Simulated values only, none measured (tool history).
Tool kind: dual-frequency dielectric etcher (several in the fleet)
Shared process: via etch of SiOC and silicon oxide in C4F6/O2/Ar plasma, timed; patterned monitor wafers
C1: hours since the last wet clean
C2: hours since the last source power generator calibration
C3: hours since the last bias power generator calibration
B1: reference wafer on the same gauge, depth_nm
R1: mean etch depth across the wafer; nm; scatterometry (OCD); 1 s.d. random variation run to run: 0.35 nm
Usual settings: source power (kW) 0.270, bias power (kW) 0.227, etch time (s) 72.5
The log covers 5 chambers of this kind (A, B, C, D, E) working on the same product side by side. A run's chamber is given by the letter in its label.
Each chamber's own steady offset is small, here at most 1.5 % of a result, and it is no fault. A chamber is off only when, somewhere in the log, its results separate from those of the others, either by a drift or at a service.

Run 1D, hour 4.1: usual settings; C1 91.1; C2 1870.9; C3 2047.1; B1 90.904. Result: R1 75.645 nm.
Run 2C, hour 9.3: usual settings; C1 269.3; C2 3178.1; C3 4346.2; B1 90.804. Result: R1 76.121 nm.
At hour 10.8: chamber E: wet clean of the chamber.
Run 3A, hour 11.8: usual settings; C1 165.8; C2 1346.9; C3 1346.7; B1 90.841. Result: R1 76.382 nm.
Run 4E, hour 16.7: usual settings; C1 5.9; C2 1532.2; C3 964.9; B1 90.938. Result: R1 77.481 nm.
Run 5B, hour 21.2: usual settings; C1 119.0; C2 83.4; C3 2225.4; B1 90.947. Result: R1 76.371 nm.
Run 6C, hour 23.8: usual settings; C1 283.8; C2 3192.6; C3 4360.7; B1 90.892. Result: R1 75.947 nm.
Run 7E, hour 27.2: usual settings; C1 16.4; C2 1542.7; C3 975.4; B1 90.937. Result: R1 76.452 nm.
Run 8B, hour 30.7: usual settings but etch time (s) 80.5; C1 128.5; C2 92.9; C3 2234.9; B1 90.893. Result: R1 84.865 nm.
Run 9A, hour 34.4: usual settings but etch time (s) 80.5; C1 188.4; C2 1369.5; C3 1369.3; B1 90.861. Result: R1 84.944 nm.
At hour 35.7: chamber C: source power generator calibrated.
Run 10D, hour 39.4: usual settings but etch time (s) 80.5; C1 126.4; C2 1906.2; C3 2082.4; B1 90.840. Result: R1 83.517 nm.
Run 11A, hour 43.6: usual settings but etch time (s) 80.5; C1 197.6; C2 1378.7; C3 1378.5; B1 90.836. Result: R1 85.102 nm.
Run 12B, hour 46.9: usual settings but etch time (s) 80.5; C1 144.7; C2 109.1; C3 2251.1; B1 90.776. Result: R1 84.549 nm.
Run 13E, hour 50.4: usual settings but bias power (kW) 0.278; C1 39.6; C2 1565.9; C3 998.6; B1 90.894. Result: R1 81.719 nm.
Run 14C, hour 53.1: usual settings but bias power (kW) 0.278; C1 313.1; C2 17.4; C3 4390.0; B1 90.992. Result: R1 82.412 nm.
Run 15D, hour 56.8: usual settings but bias power (kW) 0.278; C1 143.8; C2 1923.6; C3 2099.8; B1 90.899. Result: R1 81.511 nm.
Run 16C, hour 61.7: usual settings but bias power (kW) 0.278; C1 321.7; C2 26.0; C3 4398.6; B1 90.941. Result: R1 81.277 nm.
Run 17D, hour 64.0: usual settings but bias power (kW) 0.278; C1 151.0; C2 1930.8; C3 2107.0; B1 90.915. Result: R1 81.704 nm.
Run 18A, hour 68.9: usual settings; C1 222.9; C2 1404.0; C3 1403.8; B1 90.877. Result: R1 76.388 nm.
Run 19B, hour 72.7: usual settings; C1 170.5; C2 134.9; C3 2276.9; B1 90.866. Result: R1 75.279 nm.
Run 20E, hour 75.2: usual settings; C1 64.4; C2 1590.7; C3 1023.4; B1 90.905. Result: R1 76.043 nm.
Run 21D, hour 79.1: usual settings; C1 166.1; C2 1945.9; C3 2122.1; B1 91.037. Result: R1 75.614 nm.
Run 22E, hour 83.4: usual settings; C1 72.6; C2 1598.9; C3 1031.6; B1 90.912. Result: R1 76.653 nm.
Run 23B, hour 87.8: usual settings; C1 185.6; C2 150.0; C3 2292.0; B1 90.936. Result: R1 75.702 nm.
Run 24C, hour 92.0: usual settings; C1 352.0; C2 56.3; C3 4428.9; B1 90.777. Result: R1 76.451 nm.
Run 25A, hour 97.1: usual settings; C1 251.1; C2 1432.2; C3 1432.0; B1 90.870. Result: R1 76.089 nm.
Run 26D, hour 100.5: usual settings; C1 187.5; C2 1967.3; C3 2143.5; B1 90.938. Result: R1 75.807 nm.
Run 27C, hour 104.8: usual settings but source power (kW) 0.320, bias power (kW) 0.247; C1 364.8; C2 69.1; C3 4441.7; B1 90.866. Result: R1 84.154 nm.
Run 28E, hour 108.5: usual settings but source power (kW) 0.320, bias power (kW) 0.247; C1 97.7; C2 1624.0; C3 1056.7; B1 90.929. Result: R1 84.443 nm.
Run 29A, hour 112.3: usual settings but source power (kW) 0.320, bias power (kW) 0.247; C1 266.3; C2 1447.4; C3 1447.2; B1 90.872. Result: R1 83.891 nm.
Run 30B, hour 115.3: usual settings but source power (kW) 0.320, bias power (kW) 0.247; C1 213.1; C2 177.5; C3 2319.5; B1 90.799. Result: R1 81.897 nm.
Run 31E, hour 120.2: usual settings but source power (kW) 0.320, bias power (kW) 0.247; C1 109.4; C2 1635.7; C3 1068.4; B1 90.894. Result: R1 84.140 nm.
Run 32B, hour 124.5: usual settings; C1 222.3; C2 186.7; C3 2328.7; B1 90.912. Result: R1 74.410 nm.

Has any chamber moved away from the others, gradually or after a service, or does the common gauge drift, or do the chambers differ only by their own small steady offsets? State the chamber and the most likely cause if one applies.

It is chamber B that slowly wanders off from its peers.
Cause: etch rate under this chamber's usual, % = 3.16.

Which of the 4 candidates below, each the usual settings with something changed and its results left as question marks, puts chamber B back in line with what the other chambers give on the usual settings?
In line here means within this much of the mean the other chambers give on the usual settings: R1 1.200 nm
Run 33B-1, hour 128.3: usual settings but etch time (s) 76.5. Result: R1 ?.
Run 33B-2, hour 128.3: usual settings but bias power (kW) 0.226, etch time (s) 70.5. Result: R1 ?.
Run 33B-3, hour 128.3: usual settings but source power (kW) 0.290. Result: R1 ?.
Run 33B-4, hour 128.3: usual settings but etch time (s) 69.0. Result: R1 ?.

The mean the other chambers reach with the usual settings: R1 76.156 nm
  run      R1
33B-1  78.197
33B-2  71.955
33B-3  76.162
33B-4  70.531
33B-3 is the one that brings the chamber's results back in line with the other chambers.

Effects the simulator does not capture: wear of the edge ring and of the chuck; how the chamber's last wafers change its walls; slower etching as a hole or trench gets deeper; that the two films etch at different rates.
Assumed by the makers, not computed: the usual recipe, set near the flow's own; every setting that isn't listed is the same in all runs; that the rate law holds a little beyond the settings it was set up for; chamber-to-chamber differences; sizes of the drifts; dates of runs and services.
